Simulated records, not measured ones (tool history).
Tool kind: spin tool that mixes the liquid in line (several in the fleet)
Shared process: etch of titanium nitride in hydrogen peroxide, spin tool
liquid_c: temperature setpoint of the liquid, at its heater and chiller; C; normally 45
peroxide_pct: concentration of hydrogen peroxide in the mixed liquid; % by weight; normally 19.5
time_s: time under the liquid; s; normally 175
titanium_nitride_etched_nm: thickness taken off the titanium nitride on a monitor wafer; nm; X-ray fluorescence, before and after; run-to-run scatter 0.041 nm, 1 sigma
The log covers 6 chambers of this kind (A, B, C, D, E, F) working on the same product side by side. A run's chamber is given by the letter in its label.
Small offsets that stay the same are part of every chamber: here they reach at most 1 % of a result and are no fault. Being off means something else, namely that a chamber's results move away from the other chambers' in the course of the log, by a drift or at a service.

run,hour,liquid_c,peroxide_pct,time_s,hours since the thermometer was replaced,hours since the peroxide flow meter was replaced,hours since the heated supply line was repaired,hours since the drum of peroxide was connected,"read-back film thickness of the titanium nitride reference wafer, read on the same gauge (nm)",titanium_nitride_etched_nm
1E,7.1,45,19.5,175,667,23,410.4,773.6,120.04,4.5106
2D,15.8,45,19.5,175,740.5,49.5,908.9,63.5,120,4.5846
3A,24,45,19.5,175,2354.3,175.8,3008.2,646.6,120,4.524
# hour 24.2: chamber A: thermometer replaced
# hour 25: chamber B: thermometer replaced
4F,31.5,45,19.5,175,539.6,1546,798.8,333.5,120.01,4.5463
# hour 34.9: chamber F: heated supply line repaired
5B,35.4,45,19.5,175,10.4,210.9,2292.5,137.3,119.98,4.6365
6C,43.7,45,19.5,175,417.4,316.7,1156.3,152.5,119.99,4.5389
7D,49.1,45,19.5,175,773.8,82.8,942.2,96.8,119.97,4.5466
8C,55.3,45,19.5,175,429,328.3,1167.9,164.1,120.01,4.5772
9F,61.5,45,19.5,175,569.6,1576,26.7,363.5,120.03,4.4921
# hour 62.3: chamber E: new drum of peroxide connected
10B,69.8,45,19.5,175,44.8,245.3,2326.9,171.7,120.01,4.604
# hour 73.7: chamber F: peroxide flow meter replaced
11A,73.8,45,19.5,175,49.6,225.6,3058,696.4,119.98,4.4983
12E,81.8,45,19.5,175,741.7,97.7,485.1,19.5,120.01,4.5741
# hour 87.9: chamber C: peroxide flow meter replaced
13A,89.2,45,19.5,175,65,241,3073.4,711.8,119.97,4.4828
14E,95.1,45,19.5,85,755,111,498.4,32.8,120,2.2183
15F,102.7,45,19.5,85,610.8,29.1,67.9,404.7,119.96,2.203
16B,110.4,45,19.5,85,85.4,285.9,2367.5,212.3,120.01,2.21
17D,115.8,45,19.5,85,840.5,149.5,1008.9,163.5,120.01,2.185
# hour 119.1: chamber F: thermometer replaced
18C,122.5,45,19.5,85,496.2,34.7,1235.1,231.3,119.98,2.2242
19B,131.4,45,19.5,85,106.4,306.9,2388.5,233.3,120,2.1948
20F,139.5,45,19.5,175,20.5,65.9,104.7,441.5,120.02,4.5511
21C,147.3,45,19.5,175,521,59.5,1259.9,256.1,119.98,4.6061
22D,155.4,45,19.5,140,880.1,189.1,1048.5,203.1,120.01,3.5776
23A,163,45,19.5,140,138.8,314.8,3147.2,785.6,119.95,3.563
24E,167.1,45,19.5,140,827,183,570.4,104.8,119.99,3.6318
25D,174.2,45,19.5,140,898.9,207.9,1067.3,221.9,119.99,3.5878
# hour 179.4: chamber D: thermometer replaced
26E,180.8,45,19.5,140,840.7,196.7,584.1,118.5,120.01,3.6359
27A,184.9,45,19.5,140,160.7,336.7,3169.1,807.5,119.98,3.595
28C,191.1,45,15.5,235,564.8,103.3,1303.7,299.9,119.99,5.7314
29B,196.5,45,15.5,235,171.5,372,2453.6,298.4,120.03,5.8283
30F,202.7,45,15.5,235,83.7,129.1,167.9,504.7,119.98,5.8957
31B,208.1,45,15.5,235,183.1,383.6,2465.2,310,119.99,5.9407
# hour 214.3: chamber A: new drum of peroxide connected
32D,215.3,45,15.5,235,36,249,1108.4,263,119.99,5.6866
33E,223.9,45,15.5,235,883.8,239.8,627.2,161.6,120.02,5.8316
34A,228.1,41.5,23.5,175,203.9,379.9,3212.3,13.9,119.99,3.6
35F,233.5,41.5,23.5,175,114.5,159.9,198.7,535.5,120,3.6382
36C,242.2,41.5,23.5,175,615.9,154.4,1354.8,351,119.99,3.5977
37D,250.4,41.5,23.5,175,71.1,284.1,1143.5,298.1,119.99,3.5835
38E,255.5,41.5,23.5,175,915.4,271.4,658.8,193.2,120,3.6119
39C,260.7,41.5,23.5,175,634.4,172.9,1373.3,369.5,120.03,3.6551
40F,266.6,45,19.5,175,147.6,193,231.8,568.6,120,4.52

The same settings go to every chamber for the next run, one line per chamber below. Forecast the results for each:
41A,273,45,19.5,175,,,,,,?
41B,273,45,19.5,175,,,,,,?
41C,273,45,19.5,175,,,,,,?
41D,273,45,19.5,175,,,,,,?
41E,273,45,19.5,175,,,,,,?
41F,273,45,19.5,175,,,,,,?

run,titanium_nitride_etched_nm
41A,4.4777
41B,4.5737
41C,4.594
41D,4.5042
41E,4.5266
41F,4.6391
